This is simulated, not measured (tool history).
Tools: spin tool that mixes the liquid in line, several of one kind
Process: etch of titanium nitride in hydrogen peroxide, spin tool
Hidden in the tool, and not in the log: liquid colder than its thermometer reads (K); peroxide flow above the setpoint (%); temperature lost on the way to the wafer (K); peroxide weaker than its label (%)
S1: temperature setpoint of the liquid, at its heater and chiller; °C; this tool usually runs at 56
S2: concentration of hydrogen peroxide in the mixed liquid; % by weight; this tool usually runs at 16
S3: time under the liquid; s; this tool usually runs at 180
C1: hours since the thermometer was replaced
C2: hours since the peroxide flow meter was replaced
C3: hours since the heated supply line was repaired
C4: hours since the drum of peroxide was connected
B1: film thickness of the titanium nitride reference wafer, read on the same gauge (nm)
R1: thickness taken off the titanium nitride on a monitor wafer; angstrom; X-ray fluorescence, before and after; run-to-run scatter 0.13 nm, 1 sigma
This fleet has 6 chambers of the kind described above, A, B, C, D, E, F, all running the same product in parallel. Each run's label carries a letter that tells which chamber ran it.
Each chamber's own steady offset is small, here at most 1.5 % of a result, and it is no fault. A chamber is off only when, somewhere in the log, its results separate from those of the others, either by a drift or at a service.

run	day	S1	S2	S3	C1	C2	C3	C4	B1	R1
1D	0.112	56	16	180	1025.8	641.9	574.5	440.4	89.982	164.94
2B	0.242	56	16	180	1386.3	766.7	620.4	38.9	89.982	166.54
3C	0.358	56	16	180	556.8	334.6	2035.8	660.9	89.983	165.85
4A	0.471	56	16	180	1290.9	193.7	2434.7	144	89.975	164.64
5E	0.575	56	16	180	641.7	1749.9	267.5	1213	89.961	164.99
6F	0.721	56	16	180	663.7	750.7	1117.5	1357.2	89.945	165.11
7E	0.9	56	16	180	649.5	1757.7	275.3	1220.8	90.002	163.51
8D	1.046	56	16	180	1048.2	664.3	596.9	462.8	89.961	164.67
9B	1.192	61.5	16	180	1409.1	789.5	643.2	61.7	89.988	241.83
10C	1.296	61.5	16	180	579.3	357.1	2058.3	683.4	89.972	240.8
11A	1.404	61.5	16	180	1313.3	216.1	2457.1	166.4	89.987	237.21
12F	1.542	61.5	16	180	683.4	770.4	1137.2	1376.9	89.987	238.87
13F	1.7	61.5	16	180	687.2	774.2	1141	1380.7	89.988	242.46
14A	1.812	61.5	16	180	1323.1	225.9	2466.9	176.2	90.023	238.7
15D	1.896	56	16	180	1068.6	684.7	617.3	483.2	89.951	163.4
16C	2.05	56	16	180	597.4	375.2	2076.4	701.5	90.013	163.52
17B	2.171	56	16	180	1432.6	813	666.7	85.2	89.959	165.89
18E	2.329	56	16	180	683.8	1792	309.6	1255.1	89.986	159.61
19E	2.45	56	16	180	686.7	1794.9	312.5	1258	90.014	157.36
20F	2.6	56	16	180	708.8	795.8	1162.6	1402.3	90.04	165.07
21D	2.75	56	16	180	1089.1	705.2	637.8	503.7	89.979	163.85
22B	2.842	56	16	180	1448.7	829.1	682.8	101.3	89.947	168.6
23A	2.929	56	16	180	1349.9	252.7	2493.7	203	89.996	162.04
24C	3.062	56	16	180	621.7	399.5	2100.7	725.8	90.033	162.41
# day 3.225: chamber C: thermometer replaced
25F	3.238	56	16	180	724.1	811.1	1177.9	1417.6	89.997	163.76
# day 3.329: chamber F: new drum of peroxide connected
26E	3.342	56	16	180	708.1	1816.3	333.9	1279.4	90.035	153.93
27C	3.475	56	16	180	6	409.4	2110.6	735.7	89.976	163.6
28A	3.592	56	16	180	1365.8	268.6	2509.6	218.9	90.024	162.83
29D	3.733	56	16	180	1112.7	728.8	661.4	527.3	89.997	163.78
30B	3.812	56	16	180	1472	852.4	706.1	124.6	89.987	168.11
31E	3.962	56	16	180	723	1831.2	348.8	1294.3	89.954	153.03
32C	4.054	56	16	180	19.9	423.3	2124.5	749.6	90.003	164.69
33B	4.229	56	16	180	1482	862.4	716.1	134.6	90.026	166.2
34F	4.396	62	16	85	751.9	838.9	1205.7	25.7	89.98	117.64
35A	4.575	62	16	85	1389.4	292.2	2533.2	242.5	90.005	114.38
36D	4.717	62	16	85	1136.3	752.4	685	550.9	90.019	116.75

The same settings go to every chamber for the next run, one line per chamber below. Forecast the results for each:
37A	4.846	56	16	180						?
37B	4.846	56	16	180						?
37C	4.846	56	16	180						?
37D	4.846	56	16	180						?
37E	4.846	56	16	180						?
37F	4.846	56	16	180						?

run	R1
37A	163.94
37B	165.35
37C	165.07
37D	163.55
37E	151.72
37F	166.08
